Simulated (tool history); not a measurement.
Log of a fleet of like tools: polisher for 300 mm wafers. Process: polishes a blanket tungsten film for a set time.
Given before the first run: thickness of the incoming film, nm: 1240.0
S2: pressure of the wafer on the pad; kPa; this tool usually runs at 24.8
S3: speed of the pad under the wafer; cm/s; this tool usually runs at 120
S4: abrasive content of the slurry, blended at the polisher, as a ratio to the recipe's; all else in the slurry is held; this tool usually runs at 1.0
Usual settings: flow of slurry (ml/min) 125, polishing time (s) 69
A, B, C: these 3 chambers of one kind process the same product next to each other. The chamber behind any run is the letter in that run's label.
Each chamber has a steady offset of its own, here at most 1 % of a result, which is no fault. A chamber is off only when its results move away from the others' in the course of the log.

Run 1B, hour 2.7: usual settings. Result: film removed (angstrom) 3135.0.
Run 2A, hour 5.2: usual settings. Result: film removed (angstrom) 3133.9.
Run 3C, hour 8.9: usual settings. Result: film removed (angstrom) 3177.5.
Run 4C, hour 12.0: usual settings. Result: film removed (angstrom) 3221.8.
Run 5B, hour 15.8: usual settings. Result: film removed (angstrom) 3168.7.
At hour 17.4: chamber C: slurry nozzle cleaned.
Run 6A, hour 18.5: usual settings. Result: film removed (angstrom) 3145.0.
Run 7C, hour 22.8: usual settings. Result: film removed (angstrom) 3169.2.
At hour 24.6: chamber A: worn pad replaced by a new one.
Run 8B, hour 25.5: usual settings. Result: film removed (angstrom) 3089.9.
Run 9A, hour 28.5: usual settings. Result: film removed (angstrom) 3172.0.
Run 10A, hour 31.3: usual settings. Result: film removed (angstrom) 3142.6.
At hour 32.9: chamber C: worn pad replaced by a new one.
Run 11B, hour 34.7: usual settings but S3 96 cm/s. Result: film removed (angstrom) 2540.7.
Run 12C, hour 37.9: usual settings but S3 96 cm/s. Result: film removed (angstrom) 2560.6.
Run 13B, hour 41.8: usual settings but S3 96 cm/s. Result: film removed (angstrom) 2501.5.
Run 14C, hour 44.5: usual settings. Result: film removed (angstrom) 3210.3.
Run 15A, hour 47.9: usual settings. Result: film removed (angstrom) 3144.8.
Run 16A, hour 51.1: usual settings. Result: film removed (angstrom) 3159.5.
Run 17B, hour 55.3: usual settings. Result: film removed (angstrom) 3136.4.
Run 18C, hour 58.5: usual settings. Result: film removed (angstrom) 3197.7.
Run 19B, hour 63.6: usual settings. Result: film removed (angstrom) 3124.1.
Run 20C, hour 67.0: usual settings. Result: film removed (angstrom) 3172.9.
At hour 67.8: chamber C: slurry tank refilled with fresh slurry and peroxide.
Run 21A, hour 70.2: usual settings. Result: film removed (angstrom) 3181.6.
Run 22C, hour 75.4: usual settings. Result: film removed (angstrom) 3198.0.
At hour 78.1: chamber A: slurry tank refilled with fresh slurry and peroxide.
Run 23B, hour 79.8: usual settings. Result: film removed (angstrom) 3150.3.
Run 24A, hour 85.1: usual settings. Result: film removed (angstrom) 3168.6.
At hour 86.8: chamber B: slurry blender recalibrated.
Run 25A, hour 89.7: usual settings. Result: film removed (angstrom) 3146.2.
Run 26B, hour 92.2: usual settings but S2 27.6 kPa, S4 0.7. Result: film removed (angstrom) 3195.9.
Run 27C, hour 95.0: usual settings but S2 27.6 kPa, S4 0.7. Result: film removed (angstrom) 3283.4.
Run 28B, hour 100.2: usual settings but S2 27.6 kPa, S4 0.7. Result: film removed (angstrom) 3213.9.
At hour 104.2: chamber C: worn pad replaced by a new one.
Run 29A, hour 104.5: usual settings. Result: film removed (angstrom) 3128.1.
Run 30C, hour 108.6: usual settings. Result: film removed (angstrom) 3181.5.
Run 31A, hour 112.4: usual settings but S4 1.1. Result: film removed (angstrom) 3206.2.
At hour 113.8: chamber B: worn pad replaced by a new one.
Run 32B, hour 114.7: usual settings but S4 1.1. Result: film removed (angstrom) 3209.5.
At hour 118.0: chamber A: slurry blender recalibrated.
Run 33C, hour 118.0: usual settings but S4 1.1. Result: film removed (angstrom) 3275.8.
Run 34A, hour 120.9: usual settings. Result: film removed (angstrom) 3141.5.
Run 35B, hour 125.0: usual settings. Result: film removed (angstrom) 3150.3.
Run 36C, hour 129.2: usual settings. Result: film removed (angstrom) 3175.2.
Run 37B, hour 131.8: usual settings. Result: film removed (angstrom) 3096.9.
Run 38A, hour 134.3: usual settings. Result: film removed (angstrom) 3146.2.
Run 39C, hour 138.7: usual settings. Result: film removed (angstrom) 3206.5.
Run 40C, hour 143.7: usual settings. Result: film removed (angstrom) 3200.8.
Run 41A, hour 148.7: usual settings. Result: film removed (angstrom) 3104.1.
Run 42B, hour 153.0: usual settings. Result: film removed (angstrom) 3161.8.

For the next run the whole fleet of 3 chambers uses the same settings. Give each chamber's results:
Run 43A, hour 156.8: usual settings. Result: film removed (angstrom) ?.
Run 43B, hour 156.8: usual settings. Result: film removed (angstrom) ?.
Run 43C, hour 156.8: usual settings. Result: film removed (angstrom) ?.

run  film removed (angstrom)
43A                   3163.3
43B                   3164.9
43C                   3186.2
